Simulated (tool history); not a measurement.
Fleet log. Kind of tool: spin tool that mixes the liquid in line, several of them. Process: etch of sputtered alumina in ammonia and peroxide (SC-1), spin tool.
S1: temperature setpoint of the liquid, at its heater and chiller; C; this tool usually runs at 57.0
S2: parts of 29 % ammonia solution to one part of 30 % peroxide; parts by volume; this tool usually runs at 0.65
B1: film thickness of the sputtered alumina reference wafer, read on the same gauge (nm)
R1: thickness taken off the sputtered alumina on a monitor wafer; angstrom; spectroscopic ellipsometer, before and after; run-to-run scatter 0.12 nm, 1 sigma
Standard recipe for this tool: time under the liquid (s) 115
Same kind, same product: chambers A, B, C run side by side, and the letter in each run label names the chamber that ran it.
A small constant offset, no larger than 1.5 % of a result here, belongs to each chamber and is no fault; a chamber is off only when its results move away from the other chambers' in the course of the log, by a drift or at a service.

Run 1C, hour 10.1: usual settings; B1 69.985. Result: R1 140.740 angstrom.
Run 2A, hour 24.6: usual settings; B1 69.982. Result: R1 142.580 angstrom.
Run 3B, hour 36.1: usual settings; B1 69.990. Result: R1 145.660 angstrom.
Run 4C, hour 52.1: usual settings; B1 70.004. Result: R1 141.500 angstrom.
Run 5A, hour 60.4: usual settings; B1 69.986. Result: R1 146.430 angstrom.
At hour 71.6: chamber A: new drum of ammonia solution connected.
Run 6B, hour 75.2: usual settings; B1 70.018. Result: R1 144.320 angstrom.
Run 7C, hour 87.2: usual settings; B1 70.004. Result: R1 143.740 angstrom.
Run 8B, hour 103.4: usual settings; B1 70.034. Result: R1 146.710 angstrom.
Run 9A, hour 117.6: usual settings; B1 70.010. Result: R1 145.060 angstrom.
Run 10B, hour 126.2: usual settings; B1 70.032. Result: R1 143.140 angstrom.
Run 11A, hour 138.8: usual settings; B1 70.004. Result: R1 143.850 angstrom.
Run 12C, hour 151.3: usual settings but S1 63.5 C, S2 0.45 parts by volume; B1 70.002. Result: R1 194.300 angstrom.
Run 13C, hour 160.1: usual settings but S1 63.5 C, S2 0.45 parts by volume; B1 69.954. Result: R1 189.700 angstrom.
Run 14B, hour 173.7: usual settings but S1 63.5 C, S2 0.45 parts by volume; B1 70.013. Result: R1 193.650 angstrom.
At hour 179.7: chamber C: new drum of ammonia solution connected.
Run 15A, hour 181.6: usual settings; B1 70.013. Result: R1 144.100 angstrom.
Run 16B, hour 195.0: usual settings but S2 0.80 parts by volume, time under the liquid (s) 50; B1 69.989. Result: R1 64.380 angstrom.
Run 17A, hour 204.9: usual settings but S2 0.80 parts by volume, time under the liquid (s) 50; B1 70.011. Result: R1 64.920 angstrom.
Run 18C, hour 221.4: usual settings but S2 0.80 parts by volume, time under the liquid (s) 50; B1 69.959. Result: R1 61.853 angstrom.
Run 19A, hour 231.7: usual settings; B1 70.014. Result: R1 146.300 angstrom.
Run 20C, hour 242.5: usual settings; B1 69.994. Result: R1 138.180 angstrom.
Run 21B, hour 251.5: usual settings; B1 70.010. Result: R1 145.420 angstrom.
Run 22A, hour 262.8: usual settings; B1 69.996. Result: R1 145.220 angstrom.
Run 23C, hour 272.8: usual settings; B1 69.996. Result: R1 137.880 angstrom.
Run 24B, hour 286.3: usual settings; B1 69.997. Result: R1 144.890 angstrom.
Run 25A, hour 300.0: usual settings; B1 70.021. Result: R1 144.360 angstrom.
Run 26B, hour 307.2: usual settings; B1 69.988. Result: R1 145.890 angstrom.
Run 27C, hour 318.8: usual settings; B1 70.003. Result: R1 137.580 angstrom.
Run 28C, hour 329.2: usual settings; B1 70.024. Result: R1 135.540 angstrom.
At hour 343.1: chamber B: ammonia flow meter replaced.
Run 29A, hour 344.4: usual settings; B1 70.001. Result: R1 144.790 angstrom.
Run 30B, hour 357.9: usual settings; B1 69.990. Result: R1 144.780 angstrom.
Run 31A, hour 365.2: usual settings; B1 70.007. Result: R1 143.110 angstrom.
Run 32B, hour 377.0: usual settings but S2 0.80 parts by volume, time under the liquid (s) 140; B1 69.960. Result: R1 180.730 angstrom.
At hour 378.8: chamber A: new drum of ammonia solution connected.
Run 33C, hour 386.6: usual settings but S2 0.80 parts by volume, time under the liquid (s) 140; B1 69.997. Result: R1 167.260 angstrom.
Run 34A, hour 393.9: usual settings but S2 0.80 parts by volume, time under the liquid (s) 140; B1 70.002. Result: R1 176.520 angstrom.
Run 35C, hour 406.8: usual settings; B1 70.014. Result: R1 133.950 angstrom.
Run 36B, hour 422.1: usual settings; B1 69.970. Result: R1 145.840 angstrom.

Next, all 3 chambers run the settings below, one line each with question marks for the results. What does each chamber give?
Run 37A, hour 434.0: usual settings but time under the liquid (s) 155. Result: R1 ?.
Run 37B, hour 434.0: usual settings but time under the liquid (s) 155. Result: R1 ?.
Run 37C, hour 434.0: usual settings but time under the liquid (s) 155. Result: R1 ?.

run       R1
37A  195.170
37B  194.720
37C  177.570

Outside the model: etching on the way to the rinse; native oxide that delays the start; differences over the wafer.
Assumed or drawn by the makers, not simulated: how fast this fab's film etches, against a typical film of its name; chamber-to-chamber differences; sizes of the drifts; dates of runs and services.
